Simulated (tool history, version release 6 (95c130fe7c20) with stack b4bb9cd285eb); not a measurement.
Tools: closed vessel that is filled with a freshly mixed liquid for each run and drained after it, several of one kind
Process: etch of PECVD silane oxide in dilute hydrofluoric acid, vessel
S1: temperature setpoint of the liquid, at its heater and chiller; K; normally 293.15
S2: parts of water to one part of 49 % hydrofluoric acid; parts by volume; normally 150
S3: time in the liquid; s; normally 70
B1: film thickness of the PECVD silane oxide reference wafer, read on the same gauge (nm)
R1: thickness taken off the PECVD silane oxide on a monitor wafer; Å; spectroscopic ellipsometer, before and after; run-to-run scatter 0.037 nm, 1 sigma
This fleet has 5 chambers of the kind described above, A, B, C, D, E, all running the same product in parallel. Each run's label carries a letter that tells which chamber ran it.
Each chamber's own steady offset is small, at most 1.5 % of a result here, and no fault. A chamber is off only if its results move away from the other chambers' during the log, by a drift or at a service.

run,hour,S1,S2,S3,B1,R1
1C,3.6,293.15,150,70,109.98,97.307
2B,9.9,293.15,150,70,109.97,97.227
3E,15.4,293.15,150,70,109.99,95.413
# hour 20.5: chamber B: hydrofluoric acid flow meter replaced
4D,22.7,293.15,150,70,109.99,97.03
5A,26.1,293.15,150,70,109.99,96.189
6C,29.6,293.15,150,70,110,97.205
7E,36.4,293.15,150,70,110.01,95.991
8D,43.4,293.15,205,55,110.01,52.767
9A,50.1,293.15,205,55,110.03,52.159
10B,54.3,293.15,205,55,110.01,53.195
11D,59,293.15,205,55,110.03,52.606
12E,65.9,293.15,205,55,110.01,51.823
13B,72.7,293.15,150,70,110,97.624
14C,77.2,293.15,150,70,110.01,96.492
15A,83.1,293.15,150,70,110.01,96.469
16C,87.5,293.15,150,70,110.06,96.998
17D,93.5,293.15,150,70,110.02,98.278
18A,97.5,293.15,150,70,110.01,96.417
19E,103.6,293.15,150,70,110,96.456
20B,106.9,293.15,150,70,110.03,96.676
21C,110.5,293.15,150,70,110,96.821
22D,117,293.15,150,70,110,97.202
23E,122.7,293.15,150,70,110,96.151
24B,130.1,293.15,150,70,109.97,97.147
25A,135.9,293.15,150,70,110.03,96.534
26B,139.6,293.15,150,70,109.98,97.243
27A,145,293.15,150,70,110.02,96.419
28D,150.9,293.15,150,70,109.97,96.987
29C,157.6,293.15,150,70,109.99,97.009
30E,161.1,293.15,150,70,110.02,95.098
31C,165.3,293.15,175,70,110.02,80.946
32D,170.5,293.15,175,70,109.98,81.992
33B,176.6,293.15,175,70,109.99,81.069
34E,183.6,293.15,175,70,110.01,79.986

All chambers now run identical settings, listed one chamber a line with results as question marks. What results will each chamber show?
35A,189,297.15,150,70,,?
35B,189,297.15,150,70,,?
35C,189,297.15,150,70,,?
35D,189,297.15,150,70,,?
35E,189,297.15,150,70,,?

run,R1
35A,112.22
35B,113.75
35C,113.88
35D,114.29
35E,111.79
